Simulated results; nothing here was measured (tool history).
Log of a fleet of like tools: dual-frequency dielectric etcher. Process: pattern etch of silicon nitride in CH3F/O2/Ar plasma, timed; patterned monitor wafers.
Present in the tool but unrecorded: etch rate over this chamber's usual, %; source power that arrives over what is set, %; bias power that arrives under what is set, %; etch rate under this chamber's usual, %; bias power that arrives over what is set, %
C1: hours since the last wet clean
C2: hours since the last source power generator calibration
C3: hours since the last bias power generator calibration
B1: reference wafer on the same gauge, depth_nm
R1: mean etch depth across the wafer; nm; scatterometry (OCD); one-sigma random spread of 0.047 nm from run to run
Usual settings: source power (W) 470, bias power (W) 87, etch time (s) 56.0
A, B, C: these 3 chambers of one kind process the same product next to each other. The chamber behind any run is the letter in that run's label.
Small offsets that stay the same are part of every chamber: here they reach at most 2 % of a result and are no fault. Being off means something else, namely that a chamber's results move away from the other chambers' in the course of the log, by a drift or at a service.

Run 1A, hour 9.7: usual settings; C1 332.2; C2 1638.1; C3 885.4; B1 39.885. Result: R1 45.316 nm.
Run 2B, hour 19.1: usual settings; C1 51.0; C2 295.5; C3 937.3; B1 39.880. Result: R1 44.710 nm.
Run 3C, hour 29.4: usual settings; C1 262.7; C2 1723.1; C3 2152.2; B1 39.879. Result: R1 44.560 nm.
Run 4C, hour 35.2: usual settings; C1 268.5; C2 1728.9; C3 2158.0; B1 39.884. Result: R1 44.665 nm.
Run 5B, hour 41.0: usual settings; C1 72.9; C2 317.4; C3 959.2; B1 39.883. Result: R1 44.822 nm.
Run 6A, hour 49.5: usual settings; C1 372.0; C2 1677.9; C3 925.2; B1 39.886. Result: R1 45.313 nm.
Run 7C, hour 62.9: usual settings; C1 296.2; C2 1756.6; C3 2185.7; B1 39.874. Result: R1 44.501 nm.
Run 8A, hour 71.6: usual settings; C1 394.1; C2 1700.0; C3 947.3; B1 39.864. Result: R1 45.220 nm.
Run 9B, hour 77.9: usual settings but source power (W) 400, bias power (W) 98; C1 109.8; C2 354.3; C3 996.1; B1 39.855. Result: R1 43.925 nm.
Run 10B, hour 85.8: usual settings but source power (W) 400, bias power (W) 98; C1 117.7; C2 362.2; C3 1004.0; B1 39.868. Result: R1 44.009 nm.
Run 11C, hour 92.8: usual settings but source power (W) 400, bias power (W) 98; C1 326.1; C2 1786.5; C3 2215.6; B1 39.856. Result: R1 43.725 nm.
At hour 95.8: chamber A: wet clean of the chamber.
Run 12A, hour 99.7: usual settings; C1 4.0; C2 1728.1; C3 975.4; B1 39.869. Result: R1 45.335 nm.
Run 13B, hour 112.5: usual settings; C1 144.4; C2 388.9; C3 1030.7; B1 39.854. Result: R1 44.678 nm.
Run 14A, hour 125.2: usual settings; C1 29.5; C2 1753.6; C3 1000.9; B1 39.851. Result: R1 45.300 nm.
Run 15C, hour 137.8: usual settings; C1 371.1; C2 1831.5; C3 2260.6; B1 39.830. Result: R1 44.516 nm.
Run 16B, hour 150.3: usual settings but bias power (W) 79, etch time (s) 51.0; C1 182.2; C2 426.7; C3 1068.5; B1 39.833. Result: R1 39.342 nm.
Run 17C, hour 156.3: usual settings but bias power (W) 79, etch time (s) 51.0; C1 389.6; C2 1850.0; C3 2279.1; B1 39.828. Result: R1 39.172 nm.
At hour 164.6: chamber C: wet clean of the chamber.
Run 18A, hour 169.1: usual settings but bias power (W) 79, etch time (s) 51.0; C1 73.4; C2 1797.5; C3 1044.8; B1 39.820. Result: R1 39.868 nm.
Run 19C, hour 179.5: usual settings but bias power (W) 95, etch time (s) 68.5; C1 15.0; C2 1873.2; C3 2302.3; B1 39.815. Result: R1 56.073 nm.
Run 20B, hour 186.4: usual settings but bias power (W) 95, etch time (s) 68.5; C1 218.3; C2 462.8; C3 1104.6; B1 39.815. Result: R1 56.368 nm.
Run 21A, hour 195.8: usual settings but bias power (W) 95, etch time (s) 68.5; C1 100.1; C2 1824.2; C3 1071.5; B1 39.794. Result: R1 56.934 nm.
Run 22A, hour 208.4: usual settings but source power (W) 520; C1 112.7; C2 1836.8; C3 1084.1; B1 39.797. Result: R1 46.925 nm.
Run 23B, hour 216.6: usual settings but source power (W) 520; C1 248.5; C2 493.0; C3 1134.8; B1 39.803. Result: R1 46.421 nm.
Run 24C, hour 223.1: usual settings but source power (W) 520; C1 58.6; C2 1916.8; C3 2345.9; B1 39.805. Result: R1 46.100 nm.
Run 25B, hour 233.2: usual settings; C1 265.1; C2 509.6; C3 1151.4; B1 39.784. Result: R1 44.658 nm.
Run 26A, hour 246.4: usual settings; C1 150.7; C2 1874.8; C3 1122.1; B1 39.785. Result: R1 45.185 nm.
Run 27C, hour 253.0: usual settings; C1 88.5; C2 1946.7; C3 2375.8; B1 39.787. Result: R1 44.453 nm.
Run 28A, hour 260.8: usual settings; C1 165.1; C2 1889.2; C3 1136.5; B1 39.782. Result: R1 45.176 nm.
Run 29C, hour 273.5: usual settings; C1 109.0; C2 1967.2; C3 2396.3; B1 39.770. Result: R1 44.347 nm.
Run 30B, hour 279.7: usual settings; C1 311.6; C2 556.1; C3 1197.9; B1 39.767. Result: R1 44.497 nm.
Run 31C, hour 290.8: usual settings but source power (W) 420, bias power (W) 105; C1 126.3; C2 1984.5; C3 2413.6; B1 39.769. Result: R1 45.427 nm.
At hour 291.2: chamber B: wet clean of the chamber.
Run 32A, hour 301.6: usual settings but source power (W) 420, bias power (W) 105; C1 205.9; C2 1930.0; C3 1177.3; B1 39.752. Result: R1 46.373 nm.
Run 33B, hour 312.9: usual settings but source power (W) 420, bias power (W) 105; C1 21.8; C2 589.3; C3 1231.1; B1 39.749. Result: R1 45.828 nm.
Run 34A, hour 319.4: usual settings; C1 223.7; C2 1947.8; C3 1195.1; B1 39.751. Result: R1 45.189 nm.
Run 35B, hour 325.4: usual settings; C1 34.3; C2 601.8; C3 1243.6; B1 39.752. Result: R1 44.577 nm.
Run 36C, hour 332.0: usual settings but bias power (W) 98; C1 167.5; C2 2025.7; C3 2454.8; B1 39.740. Result: R1 46.144 nm.
Run 37C, hour 338.0: usual settings but bias power (W) 98; C1 173.5; C2 2031.7; C3 2460.8; B1 39.759. Result: R1 46.319 nm.
Run 38B, hour 348.7: usual settings but bias power (W) 98; C1 57.6; C2 625.1; C3 1266.9; B1 39.742. Result: R1 46.580 nm.
Run 39A, hour 358.7: usual settings; C1 263.0; C2 1987.1; C3 1234.4; B1 39.750. Result: R1 45.151 nm.
Run 40A, hour 369.6: usual settings; C1 273.9; C2 1998.0; C3 1245.3; B1 39.738. Result: R1 45.090 nm.

Is one chamber out of step, is the gauge drifting, or do the chambers differ by no more than their own small offsets? For an off chamber, give its letter and the likeliest cause.

Every chamber seems to shift together because the gauge that measures them all drifts; the chambers themselves are fine.
Likeliest cause: gauge reads low (%) = 0.434.
